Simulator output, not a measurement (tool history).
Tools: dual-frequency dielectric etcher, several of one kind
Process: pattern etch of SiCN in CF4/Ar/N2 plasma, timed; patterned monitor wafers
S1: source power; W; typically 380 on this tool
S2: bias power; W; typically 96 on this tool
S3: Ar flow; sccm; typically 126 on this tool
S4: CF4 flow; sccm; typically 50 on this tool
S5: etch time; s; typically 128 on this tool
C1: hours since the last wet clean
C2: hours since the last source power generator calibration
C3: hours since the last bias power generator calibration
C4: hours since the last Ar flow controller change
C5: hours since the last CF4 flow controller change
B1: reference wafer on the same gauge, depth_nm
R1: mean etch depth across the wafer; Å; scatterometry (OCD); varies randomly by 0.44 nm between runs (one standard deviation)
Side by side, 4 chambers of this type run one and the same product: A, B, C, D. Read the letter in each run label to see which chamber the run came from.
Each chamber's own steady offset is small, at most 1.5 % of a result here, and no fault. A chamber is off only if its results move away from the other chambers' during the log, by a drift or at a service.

run	hour	S1	S2	S3	S4	S5	C1	C2	C3	C4	C5	B1	R1
1A	2.2	380	96	126	50	128	91.3	2940.6	1994.5	4290.1	1457.3	110.91	987.76
2C	5.7	380	96	126	50	128	423.8	523.4	3988.4	1999.5	547.8	111.15	965.51
3B	10.3	380	96	126	50	128	300.1	4141.4	4532	2642.3	851.1	111.17	964.49
4D	15.3	380	96	126	50	128	101.3	599.6	1965.8	772.5	1833	111.21	987.85
5D	18.8	380	96	126	50	128	104.8	603.1	1969.3	776	1836.5	111.12	987.63
6C	23.6	380	96	126	43	128	441.7	541.3	4006.3	2017.4	565.7	111.1	951.31
7B	27.4	380	96	126	43	128	317.2	4158.5	4549.1	2659.4	868.2	111.22	946.52
8A	31.2	380	96	126	43	128	120.3	2969.6	2023.5	4319.1	1486.3	111.08	952.75
9D	35.9	380	96	126	43	128	121.9	620.2	1986.4	793.1	1853.6	111.04	967.75
10C	39.5	380	96	126	50	128	457.6	557.2	4022.2	2033.3	581.6	111.01	967.71
11A	42.9	410	96	126	50	128	132	2981.3	2035.2	4330.8	1498	111.14	1033.9
12B	47.2	410	96	126	50	128	337	4178.3	4568.9	2679.2	888	111.12	1027.6
13B	50.6	410	96	126	50	128	340.4	4181.7	4572.3	2682.6	891.4	111.01	1033
14D	55.4	410	96	126	50	128	141.4	639.7	2005.9	812.6	1873.1	111.11	1047.9
# hour 55.6: chamber B: wet clean of the chamber
15A	58.4	380	96	126	50	128	147.5	2996.8	2050.7	4346.3	1513.5	111.1	976.28
16C	63	380	96	126	50	128	481.1	580.7	4045.7	2056.8	605.1	111	983.55
# hour 63.5: chamber A: bias power generator calibrated
17D	65.8	440	89	126	50	128	151.8	650.1	2016.3	823	1883.5	111.09	1096
18A	68.9	440	89	126	50	128	158	3007.3	5.4	4356.8	1524	111.26	1075.3
19B	71.8	440	89	126	50	128	16.3	4202.9	4593.5	2703.8	912.6	111.1	1072.6
20C	75.2	440	89	126	50	128	493.3	592.9	4057.9	2069	617.3	111.04	1061.6
21B	77.7	380	96	126	50	128	22.2	4208.8	4599.4	2709.7	918.5	111.04	971.98
22D	81.2	380	96	126	50	128	167.2	665.5	2031.7	838.4	1898.9	111.06	977.11
23C	84.9	380	96	126	50	128	503	602.6	4067.6	2078.7	627	111.15	974.84
24A	89.6	380	96	126	50	128	178.7	3028	26.1	4377.5	1544.7	110.97	977.11
25A	92.6	380	96	126	50	128	181.7	3031	29.1	4380.5	1547.7	111.1	971.4
26D	97.5	380	96	126	50	128	183.5	681.8	2048	854.7	1915.2	111.07	984.21
27B	101.6	380	96	126	50	128	46.1	4232.7	4623.3	2733.6	942.4	111.12	970.29
28C	104.3	380	96	126	50	128	522.4	622	4087	2098.1	646.4	111.04	969.29
29D	107.9	380	96	126	50	128	193.9	692.2	2058.4	865.1	1925.6	111.07	979.43
30A	112.6	380	96	126	50	128	201.7	3051	49.1	4400.5	1567.7	111.02	980.39
31C	116.7	380	96	126	50	128	534.8	634.4	4099.4	2110.5	658.8	111.01	977.78
32B	121.4	380	96	126	50	128	65.9	4252.5	4643.1	2753.4	962.2	111.14	963.31
33C	126.3	380	96	126	50	128	544.4	644	4109	2120.1	668.4	111.07	975.82
34A	129.2	380	96	126	50	128	218.3	3067.6	65.7	4417.1	1584.3	111.25	983.19
35B	133.6	300	96	126	43	128	78.1	4264.7	4655.3	2765.6	974.4	111.11	774.7
36D	137.5	300	96	126	43	128	223.5	721.8	2088	894.7	1955.2	111.18	784.28
37C	141.6	300	96	126	43	128	559.7	659.3	4124.3	2135.4	683.7	111.14	776.79
38B	145.9	300	96	126	43	128	90.4	4277	4667.6	2777.9	986.7	111.13	777.39
39A	150.9	380	96	126	60	153.5	240	3089.3	87.4	4438.8	1606	111.06	1203.4
40D	154.4	380	96	126	60	153.5	240.4	738.7	2104.9	911.6	1972.1	111.02	1216.6
41B	158.6	380	96	126	60	153.5	103.1	4289.7	4680.3	2790.6	999.4	111.17	1192.7

Which is it: a chamber that has drifted or been left off by a service, a gauge drift common to all chambers, or only each chamber's usual small offset? If a chamber is off, name it and its likeliest cause.

No chamber stands off beyond its own small offset, and the gauge holds steady.
